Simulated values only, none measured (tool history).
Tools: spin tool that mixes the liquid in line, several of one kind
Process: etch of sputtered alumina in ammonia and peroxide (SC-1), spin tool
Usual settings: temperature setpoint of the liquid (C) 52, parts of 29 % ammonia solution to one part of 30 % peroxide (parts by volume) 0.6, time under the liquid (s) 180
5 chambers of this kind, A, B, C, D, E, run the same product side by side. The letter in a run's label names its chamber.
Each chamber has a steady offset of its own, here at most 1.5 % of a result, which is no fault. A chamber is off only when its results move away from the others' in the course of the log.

run	hour	temperature setpoint of the liquid (C)	parts of 29 % ammonia solution to one part of 30 % peroxide (parts by volume)	time under the liquid (s)	read-back film thickness of the sputtered alumina reference wafer, read on the same gauge (nm)	thickness taken off the sputtered alumina on a monitor wafer (Å)
1C	3.7	52	0.6	180	150	126.25
2E	8.5	52	0.6	180	150	123.8
3A	11.9	52	0.6	180	149.99	127.22
# hour 17: chamber E: heated supply line repaired
4B	17.2	52	0.6	180	150	124.7
5D	22.1	52	0.6	180	150	123
6E	25.4	52	0.6	180	149.99	123.57
7B	29.3	52	0.6	180	150.01	123.66
8A	33.4	52	0.6	180	150.01	125.46
9C	40.3	52	0.6	180	150.01	127.66
10D	43.6	52	0.6	180	150.01	123.03
# hour 47.6: chamber B: heated supply line repaired
11C	48.6	42.5	0.6	180	150	73.91
# hour 50.9: chamber D: new drum of ammonia solution connected
12B	55.1	42.5	0.6	180	150	71.973
# hour 61.7: chamber B: thermometer replaced
13E	62.5	42.5	0.6	180	150.01	73.127
14D	65.7	42.5	0.6	180	150	71.858
15A	71.9	42.5	0.6	180	150	73.399
# hour 76.4: chamber E: thermometer replaced
16A	79.3	52	0.6	180	149.99	124.29
# hour 82.1: chamber E: new drum of ammonia solution connected
17C	84.7	52	0.6	180	150.01	124.77
18D	90.9	52	0.6	180	149.99	122.57
19B	97.3	52	0.45	125	149.98	84.034
20E	101.4	52	0.45	125	150	84.454
21C	105.9	52	0.45	125	149.99	85.509
22A	111.5	52	0.45	125	150.02	85.483
23E	116.9	52	0.45	125	150	84.838
24B	121.7	52	0.6	180	150	126.28
25D	127.5	52	0.6	235	150.01	161.65
# hour 128.7: chamber D: thermometer replaced
26E	134.2	52	0.6	235	149.99	165.82
27D	141.2	52	0.6	235	150	158.02
28B	148.5	52	0.6	235	150	161.98
29C	155.5	52	0.6	235	149.99	164.92
30A	161.7	52	0.8	135	149.98	97.53
31B	165.4	52	0.8	135	149.99	97.506
32D	170.6	52	0.8	135	150	96.144
# hour 171: chamber C: thermometer replaced
33E	175.9	52	0.8	135	150	96.006
34C	183.2	52	0.8	135	150.02	96.438
35A	187.5	52	0.6	180	149.98	125.73
36B	191.7	52	0.6	180	150	125.05
37C	196.9	52	0.6	180	150	125.29

All 5 chambers run these settings next. Forecast each chamber's results:
38A	202.2	52	0.6	180		?
38B	202.2	52	0.6	180		?
38C	202.2	52	0.6	180		?
38D	202.2	52	0.6	180		?
38E	202.2	52	0.6	180		?

run	thickness taken off the sputtered alumina on a monitor wafer (Å)
38A	124.02
38B	123.61
38C	127.01
38D	121.96
38E	123.65
